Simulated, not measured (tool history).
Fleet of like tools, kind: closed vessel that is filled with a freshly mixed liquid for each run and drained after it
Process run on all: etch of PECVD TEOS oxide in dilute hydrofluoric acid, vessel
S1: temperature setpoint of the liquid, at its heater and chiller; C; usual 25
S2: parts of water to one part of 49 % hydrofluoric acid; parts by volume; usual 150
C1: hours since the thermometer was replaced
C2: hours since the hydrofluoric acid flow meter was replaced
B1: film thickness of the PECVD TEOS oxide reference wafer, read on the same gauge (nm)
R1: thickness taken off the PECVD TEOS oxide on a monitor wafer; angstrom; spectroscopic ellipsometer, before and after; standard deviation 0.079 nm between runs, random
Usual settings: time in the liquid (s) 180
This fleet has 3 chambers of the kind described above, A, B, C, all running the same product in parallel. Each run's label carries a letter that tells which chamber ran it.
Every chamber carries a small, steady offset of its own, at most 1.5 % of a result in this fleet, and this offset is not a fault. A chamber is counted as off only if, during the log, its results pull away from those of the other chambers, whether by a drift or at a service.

Run 1B, day 0.088: usual settings; C1 902.5; C2 569.2; B1 120. Result: R1 132.98 angstrom.
Run 2C, day 0.229: usual settings; C1 596.3; C2 91.9; B1 120.02. Result: R1 134.49 angstrom.
Run 3A, day 0.354: usual settings; C1 229.1; C2 262.5; B1 119.99. Result: R1 135.18 angstrom.
Run 4C, day 0.433: usual settings; C1 601.2; C2 96.8; B1 120.01. Result: R1 134.83 angstrom.
Run 5A, day 0.612: usual settings; C1 235.3; C2 268.7; B1 119.98. Result: R1 134.25 angstrom.
Run 6B, day 0.721: usual settings; C1 917.7; C2 584.4; B1 119.98. Result: R1 133.83 angstrom.
Run 7B, day 0.846: usual settings but S1 21.5 C, time in the liquid (s) 230; C1 920.7; C2 587.4; B1 120.02. Result: R1 148.13 angstrom.
Run 8A, day 1.029: usual settings but S1 21.5 C, time in the liquid (s) 230; C1 245.3; C2 278.7; B1 119.98. Result: R1 149.58 angstrom.
Run 9C, day 1.146: usual settings but S1 21.5 C, time in the liquid (s) 230; C1 618.3; C2 113.9; B1 120.03. Result: R1 150.97 angstrom.
Run 10B, day 1.267: usual settings; C1 930.8; C2 597.5; B1 119.96. Result: R1 133.04 angstrom.
Run 11A, day 1.379: usual settings but S2 220 parts by volume; C1 253.7; C2 287.1; B1 119.99. Result: R1 85.184 angstrom.
Run 12C, day 1.554: usual settings but S2 220 parts by volume; C1 628.1; C2 123.7; B1 120.02. Result: R1 86.698 angstrom.
Run 13A, day 1.671: usual settings but S2 220 parts by volume; C1 260.7; C2 294.1; B1 120. Result: R1 85.25 angstrom.
Run 14B, day 1.779: usual settings; C1 943.1; C2 609.8; B1 120.02. Result: R1 133.33 angstrom.
Run 15C, day 1.912: usual settings; C1 636.7; C2 132.3; B1 120.02. Result: R1 140.1 angstrom.
Run 16A, day 2.067: usual settings; C1 270.2; C2 303.6; B1 119.99. Result: R1 133.78 angstrom.
Run 17C, day 2.188: usual settings; C1 643.3; C2 138.9; B1 119.98. Result: R1 142.1 angstrom.
Run 18B, day 2.317: usual settings; C1 956; C2 622.7; B1 120. Result: R1 133.54 angstrom.
Run 19B, day 2.458: usual settings but S2 85 parts by volume, time in the liquid (s) 75; C1 959.4; C2 626.1; B1 120.01. Result: R1 104.82 angstrom.
Run 20C, day 2.604: usual settings but S2 85 parts by volume, time in the liquid (s) 75; C1 653.3; C2 148.9; B1 120.02. Result: R1 115.22 angstrom.
Run 21A, day 2.692: usual settings but S2 85 parts by volume, time in the liquid (s) 75; C1 285.2; C2 318.6; B1 119.95. Result: R1 105.29 angstrom.
Run 22C, day 2.771: usual settings but S1 27 C; C1 657.3; C2 152.9; B1 119.98. Result: R1 155.33 angstrom.
Run 23A, day 2.942: usual settings but S1 27 C; C1 291.2; C2 324.6; B1 120. Result: R1 145.71 angstrom.

Is one chamber off against the others, does the gauge drift, or is nothing wrong? If a chamber is off, say which, and what the likeliest cause is.

It is chamber C that slowly wanders off from its peers.
Cause: liquid hotter than its thermometer reads (K) = 1.93.
Not necessarily distinguishable in this log from: hydrofluoric acid flow above the setpoint (%).

Chamber C could run next with any of the 4 candidate recipes listed below; each alters the usual settings, and their results appear as question marks. Which one brings its results back in line with what the other chambers deliver on the usual settings?
In line means no further than this from the other chambers' mean on the usual settings: R1 2.8 angstrom
Run 24C-1, day 3.071: usual settings but S2 160 parts by volume, time in the liquid (s) 170. Result: R1 ?.
Run 24C-2, day 3.071: usual settings but time in the liquid (s) 195. Result: R1 ?.
Run 24C-3, day 3.071: usual settings but S2 160 parts by volume. Result: R1 ?.
Run 24C-4, day 3.071: usual settings but S2 140 parts by volume, time in the liquid (s) 190. Result: R1 ?.

The other chambers' mean on the usual settings: R1 133.64 angstrom
  run      R1
24C-1  127.24
24C-2  157.63
24C-3  134.73
24C-4  166.65
24C-3 puts the chamber back in line with the other chambers.

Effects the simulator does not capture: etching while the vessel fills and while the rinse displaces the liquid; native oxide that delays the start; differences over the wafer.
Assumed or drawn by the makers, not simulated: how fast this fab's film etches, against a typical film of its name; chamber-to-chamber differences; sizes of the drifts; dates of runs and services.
